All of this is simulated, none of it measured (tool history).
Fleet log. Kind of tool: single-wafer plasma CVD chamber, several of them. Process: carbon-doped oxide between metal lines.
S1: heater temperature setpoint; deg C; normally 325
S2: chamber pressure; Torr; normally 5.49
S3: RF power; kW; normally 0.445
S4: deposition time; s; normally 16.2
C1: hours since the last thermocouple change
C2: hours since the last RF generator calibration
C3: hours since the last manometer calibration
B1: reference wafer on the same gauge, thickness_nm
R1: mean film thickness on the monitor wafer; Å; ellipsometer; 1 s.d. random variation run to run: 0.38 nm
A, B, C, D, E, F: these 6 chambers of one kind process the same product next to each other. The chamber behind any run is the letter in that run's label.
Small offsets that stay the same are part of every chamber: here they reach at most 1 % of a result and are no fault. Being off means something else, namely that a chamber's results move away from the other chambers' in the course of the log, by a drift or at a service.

Run 1A, hour 5.2: usual settings; C1 858.4; C2 213.2; C3 1404.4; B1 94.701. Result: R1 852.45 Å.
Run 2F, hour 10.6: usual settings; C1 324.3; C2 176.8; C3 2109.2; B1 94.636. Result: R1 839.04 Å.
Run 3E, hour 14.2: usual settings; C1 770.5; C2 24.1; C3 82.6; B1 94.728. Result: R1 850.78 Å.
Run 4D, hour 21.1: usual settings; C1 249.2; C2 1165.0; C3 556.8; B1 94.648. Result: R1 847.08 Å.
Run 5C, hour 24.5: usual settings; C1 863.7; C2 758.9; C3 2107.4; B1 94.706. Result: R1 845.69 Å.
Run 6B, hour 30.0: usual settings; C1 629.3; C2 1104.6; C3 1348.9; B1 94.679. Result: R1 849.61 Å.
Run 7B, hour 34.2: usual settings; C1 633.5; C2 1108.8; C3 1353.1; B1 94.753. Result: R1 845.92 Å.
Run 8C, hour 38.0: usual settings; C1 877.2; C2 772.4; C3 2120.9; B1 94.625. Result: R1 846.66 Å.
Run 9D, hour 45.4: usual settings; C1 273.5; C2 1189.3; C3 581.1; B1 94.579. Result: R1 848.68 Å.
Run 10A, hour 52.6: usual settings but S2 4.50 Torr; C1 905.8; C2 260.6; C3 1451.8; B1 94.673. Result: R1 833.07 Å.
Run 11E, hour 60.0: usual settings but S2 4.50 Torr; C1 816.3; C2 69.9; C3 128.4; B1 94.670. Result: R1 833.16 Å.
Run 12F, hour 65.2: usual settings but S2 4.50 Torr; C1 378.9; C2 231.4; C3 2163.8; B1 94.741. Result: R1 820.62 Å.
Run 13F, hour 69.1: usual settings but S2 4.50 Torr; C1 382.8; C2 235.3; C3 2167.7; B1 94.776. Result: R1 821.52 Å.
Run 14B, hour 76.2: usual settings but S2 4.50 Torr; C1 675.5; C2 1150.8; C3 1395.1; B1 94.596. Result: R1 827.40 Å.
Run 15C, hour 79.4: usual settings but S2 4.50 Torr; C1 918.6; C2 813.8; C3 2162.3; B1 94.704. Result: R1 824.26 Å.
Run 16E, hour 86.0: usual settings; C1 842.3; C2 95.9; C3 154.4; B1 94.696. Result: R1 846.02 Å.
Run 17A, hour 90.2: usual settings; C1 943.4; C2 298.2; C3 1489.4; B1 94.696. Result: R1 847.78 Å.
Run 18D, hour 94.7: usual settings; C1 322.8; C2 1238.6; C3 630.4; B1 94.688. Result: R1 842.24 Å.
Run 19F, hour 100.0: usual settings; C1 413.7; C2 266.2; C3 2198.6; B1 94.630. Result: R1 843.52 Å.
Run 20D, hour 104.2: usual settings; C1 332.3; C2 1248.1; C3 639.9; B1 94.647. Result: R1 836.73 Å.
Run 21C, hour 111.0: usual settings; C1 950.2; C2 845.4; C3 2193.9; B1 94.714. Result: R1 857.42 Å.
At hour 115.1: chamber C: RF generator calibrated.
Run 22B, hour 117.0: usual settings; C1 716.3; C2 1191.6; C3 1435.9; B1 94.735. Result: R1 839.75 Å.
Run 23A, hour 121.4: usual settings; C1 974.6; C2 329.4; C3 1520.6; B1 94.600. Result: R1 844.59 Å.
Run 24E, hour 128.8: usual settings; C1 885.1; C2 138.7; C3 197.2; B1 94.731. Result: R1 846.14 Å.
Run 25D, hour 132.5: usual settings; C1 360.6; C2 1276.4; C3 668.2; B1 94.730. Result: R1 830.10 Å.
Run 26C, hour 137.8: usual settings but S2 4.75 Torr; C1 977.0; C2 22.8; C3 2220.7; B1 94.604. Result: R1 832.86 Å.
Run 27F, hour 144.7: usual settings but S2 4.75 Torr; C1 458.4; C2 310.9; C3 2243.3; B1 94.660. Result: R1 828.52 Å.
Run 28B, hour 149.1: usual settings but S2 4.75 Torr; C1 748.4; C2 1223.7; C3 1468.0; B1 94.631. Result: R1 823.22 Å.
Run 29E, hour 152.4: usual settings but S2 4.75 Torr; C1 908.7; C2 162.3; C3 220.8; B1 94.676. Result: R1 823.94 Å.
Run 30A, hour 155.9: usual settings but S2 4.75 Torr; C1 1009.1; C2 363.9; C3 1555.1; B1 94.830. Result: R1 827.35 Å.
Run 31C, hour 159.4: usual settings but S2 4.75 Torr; C1 998.6; C2 44.4; C3 2242.3; B1 94.729. Result: R1 833.60 Å.
Run 32E, hour 166.5: usual settings but S3 0.375 kW; C1 922.8; C2 176.4; C3 234.9; B1 94.707. Result: R1 749.67 Å.
Run 33D, hour 173.9: usual settings but S3 0.375 kW; C1 402.0; C2 1317.8; C3 709.6; B1 94.675. Result: R1 717.32 Å.
Run 34B, hour 179.9: usual settings but S3 0.375 kW; C1 779.2; C2 1254.5; C3 1498.8; B1 94.708. Result: R1 750.16 Å.
Run 35A, hour 183.9: usual settings but S3 0.375 kW; C1 1037.1; C2 391.9; C3 1583.1; B1 94.717. Result: R1 745.82 Å.
Run 36F, hour 188.2: usual settings but S3 0.375 kW; C1 501.9; C2 354.4; C3 2286.8; B1 94.605. Result: R1 742.91 Å.
Run 37B, hour 193.9: usual settings but S3 0.375 kW; C1 793.2; C2 1268.5; C3 1512.8; B1 94.695. Result: R1 740.26 Å.
Run 38D, hour 197.5: usual settings; C1 425.6; C2 1341.4; C3 733.2; B1 94.765. Result: R1 814.06 Å.

Decide between three cases: one chamber stands off from its peers, the gauge reading all wafers drifts, or nothing is wrong past each chamber's small offset. Where a chamber is off, say which and what most likely put it there.

Chamber D drifts away from the others.
What lies behind it: delivered RF power below the setpoint (%) = 4.79.

Chamber D could run next with any of the 4 candidate recipes listed below; each alters the usual settings, and their results appear as question marks. Which one brings its results back in line with what the other chambers deliver on the usual settings?
A result is in line if it is within this distance of the other chambers' mean on the usual settings: R1 13.00 Å
Run 39D-1, hour 202.9: usual settings but S4 15.1 s. Result: R1 ?.
Run 39D-2, hour 202.9: usual settings but S2 5.45 Torr, S4 15.6 s. Result: R1 ?.
Run 39D-3, hour 202.9: usual settings but S2 5.62 Torr, S3 0.485 kW. Result: R1 ?.
Run 39D-4, hour 202.9: usual settings but S1 324 deg C, S2 5.55 Torr, S3 0.465 kW. Result: R1 ?.

Mean of the other chambers on the usual settings: R1 847.16 Å
  run      R1
39D-1  760.56
39D-2  784.47
39D-3  869.73
39D-4  846.29
It is 39D-4 that realigns the chamber with its peers.

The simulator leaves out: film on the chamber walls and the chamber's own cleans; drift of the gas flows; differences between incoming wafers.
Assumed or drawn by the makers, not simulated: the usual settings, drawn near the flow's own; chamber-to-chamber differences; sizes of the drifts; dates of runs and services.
